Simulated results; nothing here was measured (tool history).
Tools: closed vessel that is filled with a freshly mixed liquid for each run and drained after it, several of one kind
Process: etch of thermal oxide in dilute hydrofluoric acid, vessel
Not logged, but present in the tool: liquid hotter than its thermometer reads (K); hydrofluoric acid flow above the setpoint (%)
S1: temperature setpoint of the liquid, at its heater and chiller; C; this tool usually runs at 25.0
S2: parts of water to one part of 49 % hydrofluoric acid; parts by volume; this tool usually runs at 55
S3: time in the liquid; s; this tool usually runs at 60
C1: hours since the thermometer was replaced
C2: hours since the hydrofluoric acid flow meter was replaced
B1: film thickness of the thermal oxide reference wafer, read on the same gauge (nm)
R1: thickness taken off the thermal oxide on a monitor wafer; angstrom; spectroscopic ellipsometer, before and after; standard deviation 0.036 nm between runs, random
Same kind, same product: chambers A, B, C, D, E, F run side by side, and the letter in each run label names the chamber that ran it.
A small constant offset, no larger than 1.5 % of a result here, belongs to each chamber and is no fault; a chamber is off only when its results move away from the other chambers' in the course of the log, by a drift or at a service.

{"run": "1C", "hour": 4.0, "S1": 25.0, "S2": 55, "S3": 60, "C1": 390.2, "C2": 1801.1, "B1": 79.982, "R1": 58.447}
{"run": "2D", "hour": 8.2, "S1": 25.0, "S2": 55, "S3": 60, "C1": 486.1, "C2": 787.4, "B1": 79.99, "R1": 59.284}
{"run": "3E", "hour": 12.8, "S1": 25.0, "S2": 55, "S3": 60, "C1": 298.3, "C2": 931.9, "B1": 79.997, "R1": 59.993}
{"run": "4A", "hour": 16.8, "S1": 25.0, "S2": 55, "S3": 60, "C1": 1828.9, "C2": 102.0, "B1": 79.985, "R1": 59.234}
{"run": "5F", "hour": 22.2, "S1": 25.0, "S2": 55, "S3": 60, "C1": 262.0, "C2": 220.3, "B1": 80.013, "R1": 59.506}
{"run": "6B", "hour": 28.4, "S1": 25.0, "S2": 55, "S3": 60, "C1": 1414.8, "C2": 347.7, "B1": 80.009, "R1": 59.899}
{"run": "7F", "hour": 35.3, "S1": 21.5, "S2": 55, "S3": 30, "C1": 275.1, "C2": 233.4, "B1": 80.017, "R1": 25.726}
{"run": "8E", "hour": 41.9, "S1": 21.5, "S2": 55, "S3": 30, "C1": 327.4, "C2": 961.0, "B1": 80.011, "R1": 25.536}
{"run": "9C", "hour": 46.1, "S1": 21.5, "S2": 55, "S3": 30, "C1": 432.3, "C2": 1843.2, "B1": 80.013, "R1": 25.252}
{"run": "10A", "hour": 53.5, "S1": 21.5, "S2": 55, "S3": 30, "C1": 1865.6, "C2": 138.7, "B1": 80.031, "R1": 25.389}
{"run": "11B", "hour": 61.0, "S1": 21.5, "S2": 55, "S3": 30, "C1": 1447.4, "C2": 380.3, "B1": 79.978, "R1": 26.122}
{"run": "12D", "hour": 68.8, "S1": 21.5, "S2": 55, "S3": 30, "C1": 546.7, "C2": 848.0, "B1": 79.992, "R1": 25.997}
{"run": "13D", "hour": 74.6, "S1": 22.5, "S2": 55, "S3": 35, "C1": 552.5, "C2": 853.8, "B1": 80.009, "R1": 31.639}
{"run": "14A", "hour": 81.1, "S1": 22.5, "S2": 55, "S3": 35, "C1": 1893.2, "C2": 166.3, "B1": 79.971, "R1": 30.843}
{"run": "15F", "hour": 88.9, "S1": 22.5, "S2": 55, "S3": 35, "C1": 328.7, "C2": 287.0, "B1": 80.004, "R1": 31.521}
{"run": "16E", "hour": 92.4, "S1": 22.5, "S2": 55, "S3": 35, "C1": 377.9, "C2": 1011.5, "B1": 80.034, "R1": 31.099}
{"run": "17B", "hour": 96.0, "S1": 22.5, "S2": 55, "S3": 35, "C1": 1482.4, "C2": 415.3, "B1": 79.998, "R1": 31.401}
{"run": "18C", "hour": 101.5, "S1": 22.5, "S2": 55, "S3": 35, "C1": 487.7, "C2": 1898.6, "B1": 79.998, "R1": 30.906}
{"run": "19B", "hour": 105.1, "S1": 25.0, "S2": 55, "S3": 35, "C1": 1491.5, "C2": 424.4, "B1": 80.0, "R1": 34.91}
{"run": "20F", "hour": 110.7, "S1": 25.0, "S2": 55, "S3": 35, "C1": 350.5, "C2": 308.8, "B1": 79.991, "R1": 34.734}
{"run": "21C", "hour": 117.2, "S1": 25.0, "S2": 55, "S3": 35, "C1": 503.4, "C2": 1914.3, "B1": 80.017, "R1": 34.399}
{"run": "22E", "hour": 120.9, "S1": 25.0, "S2": 55, "S3": 35, "C1": 406.4, "C2": 1040.0, "B1": 80.02, "R1": 35.047}
{"run": "23D", "hour": 124.7, "S1": 25.0, "S2": 55, "S3": 35, "C1": 602.6, "C2": 903.9, "B1": 80.012, "R1": 35.196}
{"run": "24A", "hour": 132.2, "S1": 25.0, "S2": 55, "S3": 35, "C1": 1944.3, "C2": 217.4, "B1": 80.001, "R1": 34.191}
{"run": "25C", "hour": 139.1, "S1": 25.0, "S2": 55, "S3": 60, "C1": 525.3, "C2": 1936.2, "B1": 80.012, "R1": 58.093}
{"run": "26B", "hour": 145.9, "S1": 25.0, "S2": 55, "S3": 60, "C1": 1532.3, "C2": 465.2, "B1": 79.999, "R1": 59.672}
{"run": "27F", "hour": 153.1, "S1": 25.0, "S2": 55, "S3": 60, "C1": 392.9, "C2": 351.2, "B1": 79.977, "R1": 59.767}
{"run": "28E", "hour": 160.2, "S1": 25.0, "S2": 55, "S3": 60, "C1": 445.7, "C2": 1079.3, "B1": 79.985, "R1": 59.097}
{"run": "29D", "hour": 166.3, "S1": 25.0, "S2": 55, "S3": 60, "C1": 644.2, "C2": 945.5, "B1": 79.974, "R1": 62.143}
{"run": "30A", "hour": 172.9, "S1": 25.0, "S2": 55, "S3": 60, "C1": 1985.0, "C2": 258.1, "B1": 79.983, "R1": 59.075}
{"run": "31D", "hour": 177.1, "S1": 21.0, "S2": 55, "S3": 45, "C1": 655.0, "C2": 956.3, "B1": 80.036, "R1": 39.275}
{"run": "32E", "hour": 184.4, "S1": 21.0, "S2": 55, "S3": 45, "C1": 469.9, "C2": 1103.5, "B1": 80.034, "R1": 38.036}
{"run": "33F", "hour": 191.9, "S1": 21.0, "S2": 55, "S3": 45, "C1": 431.7, "C2": 390.0, "B1": 80.031, "R1": 37.592}
{"run": "34B", "hour": 195.4, "S1": 21.0, "S2": 55, "S3": 45, "C1": 1581.8, "C2": 514.7, "B1": 80.023, "R1": 38.298}
{"run": "35C", "hour": 201.4, "S1": 21.0, "S2": 55, "S3": 45, "C1": 587.6, "C2": 1998.5, "B1": 79.985, "R1": 37.293}
{"run": "36A", "hour": 206.3, "S1": 21.0, "S2": 55, "S3": 45, "C1": 2018.4, "C2": 291.5, "B1": 79.98, "R1": 37.395}
{"run": "37B", "hour": 212.6, "S1": 25.0, "S2": 55, "S3": 60, "C1": 1599.0, "C2": 531.9, "B1": 80.035, "R1": 60.656}
{"run": "38C", "hour": 219.7, "S1": 25.0, "S2": 55, "S3": 60, "C1": 605.9, "C2": 2016.8, "B1": 80.011, "R1": 58.859}
{"run": "39A", "hour": 227.6, "S1": 25.0, "S2": 55, "S3": 60, "C1": 2039.7, "C2": 312.8, "B1": 80.005, "R1": 58.584}
{"run": "40D", "hour": 231.7, "S1": 25.0, "S2": 55, "S3": 60, "C1": 709.6, "C2": 1010.9, "B1": 79.993, "R1": 61.939}
{"run": "41F", "hour": 236.3, "S1": 25.0, "S2": 55, "S3": 60, "C1": 476.1, "C2": 434.4, "B1": 79.999, "R1": 59.515}
{"run": "42E", "hour": 243.6, "S1": 27.5, "S2": 55, "S3": 60, "C1": 529.1, "C2": 1162.7, "B1": 79.983, "R1": 65.643}
{"run": "43C", "hour": 250.6, "S1": 27.5, "S2": 55, "S3": 60, "C1": 636.8, "C2": 2047.7, "B1": 80.012, "R1": 64.71}
{"run": "44E", "hour": 258.1, "S1": 27.5, "S2": 55, "S3": 60, "C1": 543.6, "C2": 1177.2, "B1": 80.004, "R1": 65.576}

For the next run the whole fleet of 6 chambers uses the same settings. Give each chamber's results:
{"run": "45A", "hour": 263.8, "S1": 25.0, "S2": 55, "S3": 35, "R1": "?"}
{"run": "45B", "hour": 263.8, "S1": 25.0, "S2": 55, "S3": 35, "R1": "?"}
{"run": "45C", "hour": 263.8, "S1": 25.0, "S2": 55, "S3": 35, "R1": "?"}
{"run": "45D", "hour": 263.8, "S1": 25.0, "S2": 55, "S3": 35, "R1": "?"}
{"run": "45E", "hour": 263.8, "S1": 25.0, "S2": 55, "S3": 35, "R1": "?"}
{"run": "45F", "hour": 263.8, "S1": 25.0, "S2": 55, "S3": 35, "R1": "?"}

run=45A R1=34.750
run=45B R1=34.953
run=45C R1=34.349
run=45D R1=36.535
run=45E R1=35.066
run=45F R1=34.402

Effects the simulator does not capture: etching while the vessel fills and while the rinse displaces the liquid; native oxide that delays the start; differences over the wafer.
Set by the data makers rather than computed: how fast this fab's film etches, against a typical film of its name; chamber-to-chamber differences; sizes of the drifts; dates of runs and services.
